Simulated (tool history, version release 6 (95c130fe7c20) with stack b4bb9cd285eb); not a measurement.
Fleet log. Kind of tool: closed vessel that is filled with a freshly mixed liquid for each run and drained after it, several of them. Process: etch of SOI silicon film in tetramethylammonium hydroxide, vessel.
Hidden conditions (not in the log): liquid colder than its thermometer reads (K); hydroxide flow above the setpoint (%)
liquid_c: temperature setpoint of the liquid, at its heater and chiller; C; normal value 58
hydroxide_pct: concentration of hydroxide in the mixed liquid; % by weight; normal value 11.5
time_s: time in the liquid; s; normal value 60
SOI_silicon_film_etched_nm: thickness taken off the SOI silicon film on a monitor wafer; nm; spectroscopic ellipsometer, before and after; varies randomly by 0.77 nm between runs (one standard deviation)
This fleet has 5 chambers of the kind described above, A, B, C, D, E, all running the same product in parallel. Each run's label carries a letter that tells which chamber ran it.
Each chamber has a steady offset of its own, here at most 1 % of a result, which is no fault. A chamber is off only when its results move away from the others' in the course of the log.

run   hour  liquid_c  hydroxide_pct  time_s  hours since the thermometer was replaced  hours since the hydroxide flow meter was replaced  read-back film thickness of the SOI silicon film reference wafer, read on the same gauge (nm)  SOI_silicon_film_etched_nm
 1D    3.3        58           11.5      60                                    1049.5                                             1792.4                                                                                         139.98                      200.87
 2B    6.6        58           11.5      60                                      1271                                              501.4                                                                                         139.96                      201.52
 3C    9.8        58           11.5      60                                    2058.6                                             1147.6                                                                                         139.96                      199.73
 4A   14.7        58           11.5      60                                     898.4                                             1051.2                                                                                         139.99                      201.96
 5E   19.8        58           11.5      60                                     507.8                                             1200.6                                                                                         139.99                      198.91
 6B   24.2        58           11.5      60                                    1288.6                                                519                                                                                         139.95                      200.31
 7A   28.8        58           11.5      60                                     912.5                                             1065.3                                                                                         139.99                      202.56
      30.2  -- chamber D: hydroxide flow meter replaced
 8C   32.6        58           11.5      60                                    2081.4                                             1170.4                                                                                         139.98                      199.28
 9E   37.1        58           11.5      60                                     525.1                                             1217.9                                                                                         140.03                      200.33
10D   39.8        58           11.5      35                                      1086                                                9.6                                                                                         139.98                      118.46
11E   44.9        58           11.5      35                                     532.9                                             1225.7                                                                                            140                      116.58
      45.6  -- chamber B: hydroxide flow meter replaced
12C   49.2        58           11.5      35                                      2098                                               1187                                                                                         140.04                      116.21
13B   52.4        58           11.5      35                                    1316.8                                                6.9                                                                                         139.98                      117.19
14A   57.6        58           11.5      35                                     941.3                                             1094.1                                                                                         140.02                      118.26
15D   61.9        58           11.5      60                                    1108.1                                               31.7                                                                                         139.98                      202.36
16A   67.1        58           11.5      60                                     950.8                                             1103.6                                                                                         139.96                      202.21
17D     70        58           11.5      60                                    1116.2                                               39.8                                                                                            140                      202.18
18C   72.3        58           11.5      60                                    2121.1                                             1210.1                                                                                         140.05                      199.35
19E     77        58           11.5      60                                       565                                             1257.8                                                                                         139.97                       198.8
20B   80.4        58           11.5      60                                    1344.8                                               34.9                                                                                         140.02                      201.44
21B   82.7        58           11.5      60                                    1347.1                                               37.2                                                                                            140                      201.41
22A   86.1        58           11.5      60                                     969.8                                             1122.6                                                                                         139.99                      201.27
23C   91.2        58           11.5      60                                      2140                                               1229                                                                                         139.97                      198.58
24E   93.8        58           11.5      60                                     581.8                                             1274.6                                                                                         140.02                      197.75
25D   96.6        58           11.5      60                                    1142.8                                               66.4                                                                                         140.02                      202.33
26D  100.6        58           11.5      60                                    1146.8                                               70.4                                                                                         140.01                      201.29
27A  104.4        58           11.5      60                                     988.1                                             1140.9                                                                                         139.99                      200.38
28C  108.4      60.5           11.5      60                                    2157.2                                             1246.2                                                                                            140                      234.76
29B    111      60.5           11.5      60                                    1375.4                                               65.5                                                                                         140.02                      235.77
     111.4  -- chamber C: thermometer replaced
30E  114.3      60.5           11.5      60                                     602.3                                             1295.1                                                                                         140.04                      229.17
31A  119.3      60.5           11.5      60                                      1003                                             1155.8                                                                                         140.02                      236.39
32D  121.6      60.5           11.5      60                                    1167.8                                               91.4                                                                                         140.05                      237.63
33C  124.1        58           11.5      60                                      12.8                                             1261.9                                                                                         139.97                      200.92
34E  127.8        58           11.5      60                                     615.8                                             1308.6                                                                                            140                      196.51
35B  131.9        58           11.5      60                                    1396.3                                               86.4                                                                                            140                      201.21
36A  136.6        58           11.5      60                                    1020.3                                             1173.1                                                                                         140.04                      201.09
37B  141.4        58           11.5      60                                    1405.8                                               95.9                                                                                         139.99                      199.94
38E  143.8        58           11.5      60                                     631.8                                             1324.6                                                                                         139.99                      195.74

Has any chamber moved away from the others, gradually or after a service, or does the common gauge drift, or do the chambers differ only by their own small steady offsets? State the chamber and the most likely cause if one applies.

Little by little, chamber E moves away from the other chambers.
Likeliest cause: liquid colder than its thermometer reads (K) = 0.404.
The log may not separate it from: hydroxide flow above the setpoint (%).

Which of the 4 candidates below, each the usual settings with something changed and its results left as question marks, puts chamber E back in line with what the other chambers give on the usual settings?
A result is in line if it is within this distance of the other chambers' mean on the usual settings: SOI_silicon_film_etched_nm 2.7 nm
39E-1  147.5      57.5           11.5      60                                                                                                                                                                                                                       ?
39E-2  147.5        59           11.5      60                                                                                                                                                                                                                       ?
39E-3  147.5        57           11.5      60                                                                                                                                                                                                                       ?
39E-4  147.5        58           10.5      60                                                                                                                                                                                                                       ?

Usual-settings mean across the other chambers: SOI_silicon_film_etched_nm 201.37 nm
  run  SOI_silicon_film_etched_nm
39E-1                      189.05
39E-2                      208.09
39E-3                       183.1
39E-4                      201.79
The answer is 39E-4, which returns the chamber to within the allowed miss of the others.
